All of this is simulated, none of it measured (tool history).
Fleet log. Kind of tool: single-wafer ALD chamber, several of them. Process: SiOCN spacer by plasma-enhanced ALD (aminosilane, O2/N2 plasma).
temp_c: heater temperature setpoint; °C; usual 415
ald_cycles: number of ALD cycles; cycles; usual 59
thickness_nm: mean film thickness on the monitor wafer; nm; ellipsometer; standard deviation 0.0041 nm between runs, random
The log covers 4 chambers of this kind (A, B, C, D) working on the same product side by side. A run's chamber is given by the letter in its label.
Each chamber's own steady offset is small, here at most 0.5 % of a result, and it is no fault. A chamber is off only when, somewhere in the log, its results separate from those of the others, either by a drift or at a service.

run    day  temp_c  ald_cycles  read-back reference wafer on the same gauge, thickness_nm  thickness_nm
 1B  0.167     415          59                                                     3.4503        3.3849
 2A  0.371     415          59                                                     3.4495        3.4155
 3C  0.621     415          59                                                     3.4493        3.3736
 4D  0.838     415          59                                                     3.4485        3.4059
 5C  1.062     415          59                                                     3.4464        3.3812
 6D  1.192     415          59                                                     3.4465        3.3962
 7B  1.383     415          59                                                     3.4473        3.3796
 8A  1.608     415          59                                                     3.4465        3.4074
 9C  1.808     415          59                                                     3.4442        3.3758
10D  1.996     415          59                                                     3.4439        3.3983
11A  2.125     415          59                                                     3.4452        3.4184
12B  2.317     415          59                                                     3.4438        3.3734
13B  2.542     415          59                                                     3.4426        3.3748
14C  2.771     415          59                                                     3.4431         3.374
15D  3.004     415          59                                                     3.4414        3.3905
16A  3.179     415          59                                                      3.441        3.4096
17C  3.412     415          59                                                     3.4412        3.3775
18A  3.638     415          59                                                     3.4397        3.4127
19D  3.833     430          53                                                     3.4392        2.8986
20B  3.967     430          53                                                     3.4394        2.8806
21D  4.204     430          53                                                     3.4384        2.9073
22B  4.438     430          53                                                     3.4387        2.8827
23A  4.642     415          59                                                     3.4386        3.4042
24C  4.783     415          59                                                     3.4369        3.3665
25C  4.988     415          69                                                      3.438        3.9401
26D    5.1     415          69                                                     3.4371        3.9654
27B  5.275     415          69                                                     3.4353        3.9418
28A  5.521     415          69                                                     3.4348        3.9772
29A  5.767     415          59                                                     3.4352        3.4132
30B  5.933     415          59                                                      3.434        3.3704
31C  6.125     415          59                                                     3.4346        3.3668
32D  6.271     415          59                                                      3.434        3.3734

What goes on in this fleet: one chamber off, a drifting gauge, or nothing beyond the chambers' own small offsets? Name the chamber and the cause, if any.

The shared gauge is drifting. All chambers look as if they move in step, but none is off.
Most likely cause: gauge reads low (%) = 0.498.
